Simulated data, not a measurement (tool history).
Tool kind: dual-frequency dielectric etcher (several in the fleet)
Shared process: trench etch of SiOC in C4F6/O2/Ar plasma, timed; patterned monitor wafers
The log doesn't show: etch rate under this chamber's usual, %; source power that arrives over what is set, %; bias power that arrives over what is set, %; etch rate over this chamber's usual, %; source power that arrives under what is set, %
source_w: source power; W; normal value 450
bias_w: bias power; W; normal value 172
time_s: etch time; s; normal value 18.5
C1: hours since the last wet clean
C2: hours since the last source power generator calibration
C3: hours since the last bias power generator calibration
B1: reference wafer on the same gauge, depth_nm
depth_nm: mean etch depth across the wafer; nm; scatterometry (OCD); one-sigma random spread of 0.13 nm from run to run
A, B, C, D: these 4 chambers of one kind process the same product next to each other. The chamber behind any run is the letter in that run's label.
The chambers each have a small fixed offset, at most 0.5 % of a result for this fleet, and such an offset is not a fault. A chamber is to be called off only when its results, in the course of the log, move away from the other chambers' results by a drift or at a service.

run 1A day=0.283 | source_w=450 bias_w=172 time_s=18.5 | C1=521.9 C2=2992.0 C3=1587.4 | B1=42.395 | depth_nm=39.527
run 2D day=0.579 | source_w=450 bias_w=172 time_s=18.5 | C1=318.4 C2=2086.0 C3=3151.2 | B1=42.394 | depth_nm=39.867
run 3B day=0.838 | source_w=450 bias_w=172 time_s=18.5 | C1=292.5 C2=634.1 C3=2453.4 | B1=42.414 | depth_nm=39.530
run 4C day=1.262 | source_w=450 bias_w=172 time_s=18.5 | C1=179.6 C2=2652.9 C3=1919.3 | B1=42.383 | depth_nm=39.434
run 5D day=1.642 | source_w=450 bias_w=145 time_s=18.5 | C1=343.9 C2=2111.5 C3=3176.7 | B1=42.386 | depth_nm=37.762
run 6C day=1.950 | source_w=450 bias_w=145 time_s=18.5 | C1=196.1 C2=2669.4 C3=1935.8 | B1=42.394 | depth_nm=37.530
run 7A day=2.342 | source_w=450 bias_w=145 time_s=18.5 | C1=571.3 C2=3041.4 C3=1636.8 | B1=42.421 | depth_nm=37.493
run 8B day=2.788 | source_w=450 bias_w=145 time_s=18.5 | C1=339.3 C2=680.9 C3=2500.2 | B1=42.415 | depth_nm=37.782
run 9B day=3.100 | source_w=450 bias_w=172 time_s=18.5 | C1=346.8 C2=688.4 C3=2507.7 | B1=42.404 | depth_nm=39.383
run 10A day=3.425 | source_w=450 bias_w=172 time_s=18.5 | C1=597.3 C2=3067.4 C3=1662.8 | B1=42.410 | depth_nm=39.582
run 11C day=3.767 | source_w=450 bias_w=172 time_s=18.5 | C1=239.7 C2=2713.0 C3=1979.4 | B1=42.396 | depth_nm=39.602
run 12D day=4.292 | source_w=450 bias_w=172 time_s=18.5 | C1=407.5 C2=2175.1 C3=3240.3 | B1=42.408 | depth_nm=39.736
run 13C day=4.546 | source_w=450 bias_w=172 time_s=18.5 | C1=258.4 C2=2731.7 C3=1998.1 | B1=42.394 | depth_nm=39.549
run 14B day=4.938 | source_w=450 bias_w=172 time_s=18.5 | C1=390.9 C2=732.5 C3=2551.8 | B1=42.401 | depth_nm=39.688
-- day=4.946 chamber C: source power generator calibrated
run 15A day=5.196 | source_w=450 bias_w=172 time_s=18.5 | C1=639.8 C2=3109.9 C3=1705.3 | B1=42.425 | depth_nm=39.657
-- day=5.371 chamber D: wet clean of the chamber
run 16D day=5.479 | source_w=450 bias_w=172 time_s=18.5 | C1=2.6 C2=2203.6 C3=3268.8 | B1=42.389 | depth_nm=39.694
run 17A day=5.812 | source_w=450 bias_w=172 time_s=18.5 | C1=654.6 C2=3124.7 C3=1720.1 | B1=42.369 | depth_nm=39.719
-- day=6.062 chamber A: wet clean of the chamber
run 18D day=6.133 | source_w=450 bias_w=172 time_s=18.5 | C1=18.3 C2=2219.3 C3=3284.5 | B1=42.401 | depth_nm=39.985
run 19B day=6.683 | source_w=450 bias_w=172 time_s=18.5 | C1=432.8 C2=774.4 C3=2593.7 | B1=42.389 | depth_nm=39.434
run 20C day=7.200 | source_w=450 bias_w=172 time_s=18.5 | C1=322.1 C2=54.1 C3=2061.8 | B1=42.392 | depth_nm=39.580
run 21A day=7.762 | source_w=450 bias_w=172 time_s=18.5 | C1=40.8 C2=3171.5 C3=1766.9 | B1=42.373 | depth_nm=37.874
run 22C day=8.212 | source_w=450 bias_w=172 time_s=18.5 | C1=346.4 C2=78.4 C3=2086.1 | B1=42.412 | depth_nm=39.774
run 23D day=8.550 | source_w=450 bias_w=172 time_s=18.5 | C1=76.3 C2=2277.3 C3=3342.5 | B1=42.399 | depth_nm=39.714
-- day=8.783 chamber B: wet clean of the chamber
run 24B day=8.879 | source_w=450 bias_w=172 time_s=18.5 | C1=2.3 C2=827.1 C3=2646.4 | B1=42.383 | depth_nm=39.833
run 25B day=9.179 | source_w=450 bias_w=172 time_s=18.5 | C1=9.5 C2=834.3 C3=2653.6 | B1=42.398 | depth_nm=39.701
run 26C day=9.571 | source_w=450 bias_w=172 time_s=14.0 | C1=379.0 C2=111.0 C3=2118.7 | B1=42.423 | depth_nm=29.987
-- day=9.854 chamber A: source power generator calibrated
run 27D day=10.117 | source_w=450 bias_w=172 time_s=14.0 | C1=113.9 C2=2314.9 C3=3380.1 | B1=42.390 | depth_nm=30.266
run 28A day=10.583 | source_w=450 bias_w=172 time_s=14.0 | C1=108.5 C2=17.6 C3=1834.6 | B1=42.398 | depth_nm=28.789
run 29C day=10.908 | source_w=450 bias_w=172 time_s=14.0 | C1=411.1 C2=143.1 C3=2150.8 | B1=42.379 | depth_nm=29.827
run 30B day=11.392 | source_w=450 bias_w=144 time_s=18.5 | C1=62.6 C2=887.4 C3=2706.7 | B1=42.360 | depth_nm=37.524
run 31D day=11.888 | source_w=450 bias_w=144 time_s=18.5 | C1=156.4 C2=2357.4 C3=3422.6 | B1=42.357 | depth_nm=37.749
run 32A day=12.246 | source_w=450 bias_w=144 time_s=18.5 | C1=148.4 C2=57.5 C3=1874.5 | B1=42.389 | depth_nm=35.750
run 33C day=12.508 | source_w=450 bias_w=144 time_s=18.5 | C1=449.5 C2=181.5 C3=2189.2 | B1=42.371 | depth_nm=37.282
run 34B day=12.871 | source_w=450 bias_w=172 time_s=18.5 | C1=98.1 C2=922.9 C3=2742.2 | B1=42.434 | depth_nm=39.607
run 35D day=13.242 | source_w=450 bias_w=172 time_s=18.5 | C1=188.9 C2=2389.9 C3=3455.1 | B1=42.397 | depth_nm=39.805
run 36A day=13.612 | source_w=450 bias_w=172 time_s=18.5 | C1=181.2 C2=90.3 C3=1907.3 | B1=42.421 | depth_nm=37.915
run 37B day=14.054 | source_w=450 bias_w=172 time_s=18.5 | C1=126.5 C2=951.3 C3=2770.6 | B1=42.424 | depth_nm=39.724
run 38C day=14.475 | source_w=450 bias_w=172 time_s=18.5 | C1=496.7 C2=228.7 C3=2236.4 | B1=42.383 | depth_nm=39.714
run 39A day=14.800 | source_w=510 bias_w=172 time_s=20.5 | C1=209.7 C2=118.8 C3=1935.8 | B1=42.425 | depth_nm=44.074
run 40D day=15.362 | source_w=510 bias_w=172 time_s=20.5 | C1=239.8 C2=2440.8 C3=3506.0 | B1=42.403 | depth_nm=46.327
run 41B day=15.942 | source_w=510 bias_w=172 time_s=20.5 | C1=171.8 C2=996.6 C3=2815.9 | B1=42.408 | depth_nm=46.265

Decide between three cases: one chamber stands off from its peers, the gauge reading all wafers drifts, or nothing is wrong past each chamber's small offset. Where a chamber is off, say which and what most likely put it there.

Chamber A came out of a service off from its peers and stayed that way.
Cause: etch rate under this chamber's usual, % = 4.1.

Which of the 4 candidates below, each the usual settings with something changed and its results left as question marks, puts chamber A back in line with what the other chambers give on the usual settings?
Counts as in line when no further than this from what the other chambers average on the usual settings: depth_nm 0.460 nm
run 42A-1 day=16.354 | source_w=460 bias_w=175 time_s=20.0 | depth_nm=?
run 42A-2 day=16.354 | source_w=400 bias_w=172 time_s=18.5 | depth_nm=?
run 42A-3 day=16.354 | source_w=440 bias_w=169 time_s=17.0 | depth_nm=?
run 42A-4 day=16.354 | source_w=480 bias_w=182 time_s=18.5 | depth_nm=?

Other chambers, usual settings, mean: depth_nm 39.694 nm
run=42A-1 depth_nm=41.660
run=42A-2 depth_nm=36.274
run=42A-3 depth_nm=34.423
run=42A-4 depth_nm=39.666
42A-4 is the one that brings the chamber's results back in line with the other chambers.
